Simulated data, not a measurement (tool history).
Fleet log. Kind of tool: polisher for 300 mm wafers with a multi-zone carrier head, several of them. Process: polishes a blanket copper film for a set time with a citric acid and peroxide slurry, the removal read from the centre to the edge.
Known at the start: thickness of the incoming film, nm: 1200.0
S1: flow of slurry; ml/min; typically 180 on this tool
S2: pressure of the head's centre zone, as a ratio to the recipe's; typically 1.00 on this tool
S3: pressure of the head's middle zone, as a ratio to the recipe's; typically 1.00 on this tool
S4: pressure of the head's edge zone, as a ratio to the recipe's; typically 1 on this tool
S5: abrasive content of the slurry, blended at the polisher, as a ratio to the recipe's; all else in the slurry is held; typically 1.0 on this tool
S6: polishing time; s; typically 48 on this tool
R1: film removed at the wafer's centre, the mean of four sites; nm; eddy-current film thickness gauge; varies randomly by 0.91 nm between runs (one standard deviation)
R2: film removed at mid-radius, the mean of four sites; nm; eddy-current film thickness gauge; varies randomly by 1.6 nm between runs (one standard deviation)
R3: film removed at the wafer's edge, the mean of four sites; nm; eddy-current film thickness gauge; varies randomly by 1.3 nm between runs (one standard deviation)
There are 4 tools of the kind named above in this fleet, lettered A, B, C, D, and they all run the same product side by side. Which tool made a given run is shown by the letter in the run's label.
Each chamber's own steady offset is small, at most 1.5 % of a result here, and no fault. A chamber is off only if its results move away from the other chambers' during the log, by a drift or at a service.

{"run": "1B", "hour": 2.4, "S1": 180, "S2": 1.0, "S3": 1.0, "S4": 1, "S5": 1.0, "S6": 48, "R1": 115.8, "R2": 115.72, "R3": 114.29}
{"run": "2A", "hour": 6.3, "S1": 180, "S2": 1.0, "S3": 1.0, "S4": 1, "S5": 1.0, "S6": 48, "R1": 115.25, "R2": 114.29, "R3": 116.86}
{"run": "3C", "hour": 10.5, "S1": 180, "S2": 1.0, "S3": 1.0, "S4": 1, "S5": 1.0, "S6": 48, "R1": 114.68, "R2": 115.92, "R3": 117.33}
{"run": "4D", "hour": 12.7, "S1": 180, "S2": 1.0, "S3": 1.0, "S4": 1, "S5": 1.0, "S6": 48, "R1": 116.55, "R2": 115.98, "R3": 115.45}
{"run": "5B", "hour": 16.9, "S1": 180, "S2": 1.0, "S3": 1.0, "S4": 1, "S5": 1.0, "S6": 48, "R1": 117.14, "R2": 115.37, "R3": 113.88}
{"run": "6D", "hour": 20.6, "S1": 180, "S2": 1.0, "S3": 1.0, "S4": 1, "S5": 1.0, "S6": 48, "R1": 115.99, "R2": 116.48, "R3": 117.19}
{"run": "7C", "hour": 22.9, "S1": 180, "S2": 1.0, "S3": 1.0, "S4": 1, "S5": 1.0, "S6": 48, "R1": 116.63, "R2": 115.17, "R3": 116.91}
{"run": "8A", "hour": 24.9, "S1": 180, "S2": 1.0, "S3": 1.0, "S4": 1, "S5": 1.0, "S6": 48, "R1": 117.56, "R2": 114.98, "R3": 115.34}
{"run": "9D", "hour": 27.7, "S1": 180, "S2": 1.0, "S3": 1.0, "S4": 1, "S5": 1.0, "S6": 48, "R1": 116.31, "R2": 118.83, "R3": 113.15}
{"hour": 30.2, "done": "chamber A: worn pad replaced by a new one"}
{"run": "10C", "hour": 30.4, "S1": 180, "S2": 1.0, "S3": 1.0, "S4": 1, "S5": 1.0, "S6": 48, "R1": 116.85, "R2": 115.83, "R3": 117.1}
{"run": "11B", "hour": 34.3, "S1": 180, "S2": 1.0, "S3": 0.95, "S4": 1, "S5": 0.8, "S6": 48, "R1": 111.99, "R2": 107.5, "R3": 107.57}
{"run": "12A", "hour": 36.5, "S1": 180, "S2": 1.0, "S3": 0.95, "S4": 1, "S5": 0.8, "S6": 48, "R1": 109.87, "R2": 105.66, "R3": 110.72}
{"run": "13A", "hour": 38.9, "S1": 180, "S2": 1.0, "S3": 0.95, "S4": 1, "S5": 0.8, "S6": 48, "R1": 110.12, "R2": 106.51, "R3": 110.41}
{"hour": 42.6, "done": "chamber C: worn pad replaced by a new one"}
{"run": "14C", "hour": 42.6, "S1": 180, "S2": 1.0, "S3": 0.95, "S4": 1, "S5": 0.8, "S6": 48, "R1": 111.52, "R2": 104.23, "R3": 109.58}
{"run": "15D", "hour": 45.6, "S1": 180, "S2": 1.0, "S3": 1.0, "S4": 1, "S5": 1.0, "S6": 48, "R1": 115.88, "R2": 118.17, "R3": 117.98}
{"run": "16B", "hour": 47.8, "S1": 180, "S2": 1.0, "S3": 1.0, "S4": 1, "S5": 1.0, "S6": 48, "R1": 116.31, "R2": 114.94, "R3": 112.7}
{"run": "17D", "hour": 51.1, "S1": 180, "S2": 1.0, "S3": 1.0, "S4": 1, "S5": 1.0, "S6": 48, "R1": 116.45, "R2": 117.83, "R3": 117.74}
{"hour": 51.4, "done": "chamber B: worn pad replaced by a new one"}
{"run": "18A", "hour": 54.2, "S1": 180, "S2": 1.0, "S3": 1.0, "S4": 1, "S5": 1.0, "S6": 48, "R1": 115.92, "R2": 114.35, "R3": 116.11}
{"run": "19B", "hour": 57.2, "S1": 180, "S2": 1.0, "S3": 1.0, "S4": 1, "S5": 1.0, "S6": 48, "R1": 118.35, "R2": 115.27, "R3": 112.29}
{"run": "20C", "hour": 60.6, "S1": 180, "S2": 1.05, "S3": 1.0, "S4": 1, "S5": 1.0, "S6": 48, "R1": 122.22, "R2": 116.94, "R3": 116.61}
{"run": "21C", "hour": 64.2, "S1": 180, "S2": 1.05, "S3": 1.0, "S4": 1, "S5": 1.0, "S6": 48, "R1": 122.11, "R2": 117.27, "R3": 115.46}
{"run": "22D", "hour": 68.3, "S1": 180, "S2": 1.05, "S3": 1.0, "S4": 1, "S5": 1.0, "S6": 48, "R1": 121.76, "R2": 119.35, "R3": 114.87}
{"run": "23B", "hour": 70.8, "S1": 180, "S2": 1.05, "S3": 1.0, "S4": 1, "S5": 1.0, "S6": 48, "R1": 123.01, "R2": 114.02, "R3": 116.01}
{"hour": 72.1, "done": "chamber D: worn pad replaced by a new one"}
{"run": "24A", "hour": 74.9, "S1": 180, "S2": 1.0, "S3": 1.0, "S4": 1, "S5": 1.0, "S6": 48, "R1": 115.82, "R2": 115.73, "R3": 117.31}
{"run": "25B", "hour": 78.3, "S1": 180, "S2": 1.0, "S3": 1.0, "S4": 1, "S5": 1.0, "S6": 48, "R1": 117.26, "R2": 112.95, "R3": 112.96}
{"run": "26A", "hour": 80.4, "S1": 180, "S2": 1.0, "S3": 1.0, "S4": 1, "S5": 1.0, "S6": 48, "R1": 113.95, "R2": 116.22, "R3": 116.67}
{"run": "27C", "hour": 82.6, "S1": 180, "S2": 1.0, "S3": 1.0, "S4": 1, "S5": 1.0, "S6": 48, "R1": 116.9, "R2": 116.01, "R3": 115.19}
{"run": "28D", "hour": 85.5, "S1": 180, "S2": 1.0, "S3": 1.0, "S4": 1, "S5": 1.0, "S6": 48, "R1": 117.56, "R2": 115.7, "R3": 117.05}
{"run": "29B", "hour": 89.0, "S1": 180, "S2": 1.0, "S3": 1.0, "S4": 1, "S5": 1.0, "S6": 48, "R1": 116.11, "R2": 118.74, "R3": 114.46}
{"run": "30A", "hour": 91.7, "S1": 180, "S2": 1.0, "S3": 1.0, "S4": 1, "S5": 1.0, "S6": 48, "R1": 113.7, "R2": 116.14, "R3": 117.34}
{"run": "31C", "hour": 94.9, "S1": 180, "S2": 1.0, "S3": 1.0, "S4": 1, "S5": 1.0, "S6": 48, "R1": 116.21, "R2": 114.88, "R3": 115.99}
{"run": "32D", "hour": 96.9, "S1": 215, "S2": 1.0, "S3": 1.0, "S4": 1, "S5": 1.0, "S6": 48, "R1": 119.72, "R2": 120.79, "R3": 118.08}
{"hour": 97.4, "done": "chamber C: worn pad replaced by a new one"}
{"run": "33D", "hour": 98.9, "S1": 215, "S2": 1.0, "S3": 1.0, "S4": 1, "S5": 1.0, "S6": 48, "R1": 119.05, "R2": 118.85, "R3": 117.87}
{"run": "34A", "hour": 100.7, "S1": 215, "S2": 1.0, "S3": 1.0, "S4": 1, "S5": 1.0, "S6": 48, "R1": 118.45, "R2": 118.57, "R3": 116.87}
{"run": "35C", "hour": 104.3, "S1": 215, "S2": 1.0, "S3": 1.0, "S4": 1, "S5": 1.0, "S6": 48, "R1": 120.97, "R2": 118.35, "R3": 118.72}
{"run": "36B", "hour": 108.4, "S1": 180, "S2": 1.0, "S3": 1.0, "S4": 1, "S5": 1.0, "S6": 48, "R1": 114.9, "R2": 117.28, "R3": 114.81}
{"run": "37D", "hour": 112.2, "S1": 180, "S2": 1.0, "S3": 1.0, "S4": 1, "S5": 1.0, "S6": 48, "R1": 115.46, "R2": 119.84, "R3": 116.69}
{"run": "38C", "hour": 114.5, "S1": 180, "S2": 1.0, "S3": 1.0, "S4": 1, "S5": 1.0, "S6": 48, "R1": 117.31, "R2": 115.19, "R3": 118.09}
{"hour": 115.7, "done": "chamber B: worn pad replaced by a new one"}
{"run": "39B", "hour": 117.4, "S1": 180, "S2": 1.0, "S3": 1.0, "S4": 1, "S5": 1.0, "S6": 48, "R1": 116.73, "R2": 116.48, "R3": 115.48}

Which is it: a chamber that has drifted or been left off by a service, a gauge drift common to all chambers, or only each chamber's usual small offset? If a chamber is off, name it and its likeliest cause.

The fleet is healthy, with each chamber sitting at its usual small offset and no drift in the gauge.

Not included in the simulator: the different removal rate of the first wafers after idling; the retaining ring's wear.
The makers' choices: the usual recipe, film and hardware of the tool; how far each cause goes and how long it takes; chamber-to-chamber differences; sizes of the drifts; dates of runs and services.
